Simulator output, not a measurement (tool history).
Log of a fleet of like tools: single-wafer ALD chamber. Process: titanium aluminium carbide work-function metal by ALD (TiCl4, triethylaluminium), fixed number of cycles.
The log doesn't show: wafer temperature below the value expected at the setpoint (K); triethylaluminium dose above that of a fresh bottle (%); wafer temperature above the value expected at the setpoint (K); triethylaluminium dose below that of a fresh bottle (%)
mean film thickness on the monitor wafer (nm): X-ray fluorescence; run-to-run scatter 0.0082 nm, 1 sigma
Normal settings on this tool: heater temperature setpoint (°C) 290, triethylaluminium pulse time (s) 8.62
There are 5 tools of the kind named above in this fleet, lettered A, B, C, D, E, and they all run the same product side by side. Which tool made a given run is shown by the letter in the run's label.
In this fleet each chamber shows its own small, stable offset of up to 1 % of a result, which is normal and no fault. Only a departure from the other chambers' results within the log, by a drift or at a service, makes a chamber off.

run   hour  heater temperature setpoint (°C)  triethylaluminium pulse time (s)  hours since the last thermocouple change  hours since the last triethylaluminium bottle change  read-back reference wafer on the same gauge, thickness_nm  mean film thickness on the monitor wafer (nm)
 1C   13.2                               290                              8.62                                    2235.7                                                 656.1                                                     1.8592                                         1.8577
 2E   21.7                               290                              8.62                                    2415.2                                                   550                                                     1.8592                                         1.8749
 3B     29                               290                              8.62                                     878.6                                                1181.1                                                     1.8591                                         1.8693
 4D     37                               290                              8.62                                     630.6                                                  59.8                                                     1.8596                                         1.8793
 5A   50.6                               290                              8.62                                     264.4                                                 684.8                                                     1.8592                                         1.8613
      60.6  -- chamber B: triethylaluminium bottle replaced
 6A     66                               290                              8.62                                     279.8                                                 700.2                                                     1.8606                                         1.8771
 7C   77.2                               275                              6.26                                    2299.7                                                 720.1                                                     1.8602                                         1.6221
 8D   92.7                               275                              6.26                                     686.3                                                 115.5                                                     1.8596                                          1.622
 9E  100.6                               275                              6.26                                    2494.1                                                 628.9                                                     1.8601                                         1.6152
10B  110.7                               275                              6.26                                     960.3                                                  50.1                                                     1.8604                                         1.6407
11C  119.9                               275                              6.26                                    2342.4                                                 762.8                                                       1.86                                         1.6195
12D  133.2                               290                              8.62                                     726.8                                                   156                                                     1.8589                                         1.8847
13B  147.8                               290                              8.62                                     997.4                                                  87.2                                                     1.8585                                         1.8753
14E  159.5                               290                              8.62                                      2553                                                 687.8                                                       1.86                                         1.8748
15A    175                               290                              8.62                                     388.8                                                 809.2                                                     1.8594                                         1.8652
16A  190.5                               290                              8.62                                     404.3                                                 824.7                                                       1.86                                         1.8641
17D  198.1                               290                              8.62                                     791.7                                                 220.9                                                     1.8594                                         1.8774
18C  211.2                               296                               7.1                                    2433.7                                                 854.1                                                     1.8603                                         1.8316
19E  219.9                               296                               7.1                                    2613.4                                                 748.2                                                     1.8606                                         1.8406
20B  233.1                               296                               7.1                                    1082.7                                                 172.5                                                     1.8605                                         1.8548
21A  247.3                               296                               7.1                                     461.1                                                 881.5                                                     1.8595                                         1.8491
22B  263.6                               296                               7.1                                    1113.2                                                   203                                                     1.8592                                         1.8472
23C    273                               278                              6.94                                    2495.5                                                 915.9                                                       1.86                                         1.6917
     287.5  -- chamber C: thermocouple changed; heater temperature recalibrated
24E  288.5                               278                              6.94                                      2682                                                 816.8                                                     1.8597                                         1.6528
25D  301.5                               278                              6.94                                     895.1                                                 324.3                                                     1.8608                                          1.712
26C  315.3                               278                              6.94                                      27.9                                                 958.2                                                       1.86                                         1.6972
27D  327.2                               278                              6.94                                     920.8                                                   350                                                     1.8597                                         1.6978
28E  339.8                               290                              8.62                                    2733.3                                                 868.1                                                     1.8608                                         1.8244
29B    350                               290                              8.62                                    1199.6                                                 289.4                                                     1.8602                                         1.8731
30A  359.6                               284                              8.62                                     573.4                                                 993.8                                                     1.8624                                         1.8129
31E  367.1                               284                              8.62                                    2760.6                                                 895.4                                                       1.86                                          1.748
32B  383.5                               284                              8.62                                    1233.1                                                 322.9                                                     1.8606                                         1.8285
33A  396.7                               284                              8.62                                     610.5                                                1030.9                                                     1.8604                                         1.8039

All 5 chambers run these settings next. Forecast each chamber's results:
34A  408.4                               290                              8.62                                                                                                                                                                                                         ?
34B  408.4                               290                              8.62                                                                                                                                                                                                         ?
34C  408.4                               290                              8.62                                                                                                                                                                                                         ?
34D  408.4                               290                              8.62                                                                                                                                                                                                         ?
34E  408.4                               290                              8.62                                                                                                                                                                                                         ?

run  mean film thickness on the monitor wafer (nm)
34A                                         1.8524
34B                                         1.8853
34C                                         1.8624
34D                                         1.8612
34E                                         1.7992
